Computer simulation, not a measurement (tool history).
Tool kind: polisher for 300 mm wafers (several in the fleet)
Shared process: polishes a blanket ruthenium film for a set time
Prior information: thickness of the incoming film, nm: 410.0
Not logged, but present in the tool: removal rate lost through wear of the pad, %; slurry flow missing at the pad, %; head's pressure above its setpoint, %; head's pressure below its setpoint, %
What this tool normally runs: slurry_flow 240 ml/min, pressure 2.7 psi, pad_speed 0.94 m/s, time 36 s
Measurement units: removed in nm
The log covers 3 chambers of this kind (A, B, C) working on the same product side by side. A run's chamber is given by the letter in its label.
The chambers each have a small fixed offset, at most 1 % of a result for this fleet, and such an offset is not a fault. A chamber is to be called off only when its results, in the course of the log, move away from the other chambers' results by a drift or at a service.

| run | hour | slurry_flow | pressure | pad_speed | time | wafers polished on this pad | hours since the slurry nozzle was cleaned | hours since the head pressure was calibrated | removed |
|---|---|---|---|---|---|---|---|---|---|
| 1A | 3.9 | 240 | 2.7 | 0.94 | 36 | 185 | 188.0 | 489.4 | 55.187 |
| 2C | 7.8 | 240 | 2.7 | 0.94 | 36 | 592 | 319.8 | 655.2 | 54.759 |
| 3B | 11.2 | 240 | 2.7 | 0.94 | 36 | 417 | 36.8 | 781.9 | 54.249 |
|  | 12.9 | chamber C: worn pad replaced by a new one |
| 4C | 15.5 | 240 | 2.7 | 0.94 | 36 | 34 | 327.5 | 662.9 | 55.057 |
| 5A | 19.9 | 240 | 2.7 | 0.94 | 36 | 394 | 204.0 | 505.4 | 55.208 |
| 6B | 25.1 | 240 | 2.7 | 0.94 | 36 | 599 | 50.7 | 795.8 | 53.879 |
|  | 28.4 | chamber B: worn pad replaced by a new one |
| 7A | 28.5 | 240 | 2.7 | 0.94 | 36 | 507 | 212.6 | 514.0 | 55.649 |
| 8B | 30.9 | 240 | 2.7 | 0.94 | 36 | 33 | 56.5 | 801.6 | 54.722 |
| 9C | 34.3 | 240 | 2.7 | 0.94 | 36 | 280 | 346.3 | 681.7 | 54.790 |
| 10C | 39.0 | 240 | 2.7 | 0.94 | 36 | 342 | 351.0 | 686.4 | 55.074 |
|  | 39.4 | chamber A: worn pad replaced by a new one |
|  | 40.6 | chamber B: head pressure recalibrated |
| 11B | 43.4 | 240 | 2.7 | 1.16 | 31 | 197 | 69.0 | 2.9 | 55.900 |
| 12A | 46.4 | 240 | 2.7 | 1.16 | 31 | 92 | 230.5 | 531.9 | 58.491 |
| 13A | 50.9 | 240 | 2.7 | 1.16 | 31 | 151 | 235.0 | 536.4 | 58.439 |
| 14B | 54.9 | 240 | 2.7 | 0.94 | 36 | 347 | 80.5 | 14.4 | 52.184 |
| 15C | 59.6 | 240 | 2.7 | 0.94 | 36 | 612 | 371.6 | 707.0 | 54.259 |
|  | 62.0 | chamber C: worn pad replaced by a new one |
| 16A | 63.0 | 240 | 2.7 | 0.94 | 36 | 309 | 247.1 | 548.5 | 55.007 |
| 17C | 67.0 | 240 | 2.7 | 0.94 | 36 | 65 | 379.0 | 714.4 | 55.567 |
| 18B | 71.9 | 240 | 2.7 | 0.94 | 36 | 570 | 97.5 | 31.4 | 52.328 |
| 19C | 76.1 | 240 | 2.7 | 0.94 | 36 | 185 | 388.1 | 723.5 | 56.004 |
| 20A | 78.8 | 240 | 2.7 | 0.94 | 36 | 516 | 262.9 | 564.3 | 55.143 |
|  | 82.1 | chamber B: worn pad replaced by a new one |
| 21B | 83.0 | 240 | 2.7 | 0.82 | 36 | 12 | 108.6 | 42.5 | 45.652 |
| 22A | 86.0 | 240 | 2.7 | 0.82 | 36 | 610 | 270.1 | 571.5 | 48.508 |
| 23C | 90.1 | 240 | 2.7 | 0.82 | 36 | 368 | 402.1 | 737.5 | 47.805 |
| 24B | 93.5 | 240 | 2.7 | 0.94 | 36 | 149 | 119.1 | 53.0 | 52.474 |
|  | 93.9 | chamber A: worn pad replaced by a new one |
| 25C | 98.0 | 320 | 2.7 | 0.64 | 36 | 472 | 410.0 | 745.4 | 38.754 |
| 26A | 102.0 | 320 | 2.7 | 0.64 | 36 | 106 | 286.1 | 587.5 | 38.847 |
| 27B | 105.8 | 320 | 2.7 | 0.64 | 36 | 310 | 131.4 | 65.3 | 36.196 |
|  | 106.1 | chamber C: worn pad replaced by a new one |
| 28C | 110.7 | 240 | 2.7 | 0.94 | 36 | 61 | 422.7 | 758.1 | 54.769 |

All 3 chambers run these settings next. Forecast each chamber's results:
| 29A | 114.5 | 240 | 2.7 | 0.94 | 36 |  |  |  | ? |
| 29B | 114.5 | 240 | 2.7 | 0.94 | 36 |  |  |  | ? |
| 29C | 114.5 | 240 | 2.7 | 0.94 | 36 |  |  |  | ? |

| run | removed |
|---|---|
| 29A | 55.075 |
| 29B | 52.183 |
| 29C | 55.667 |
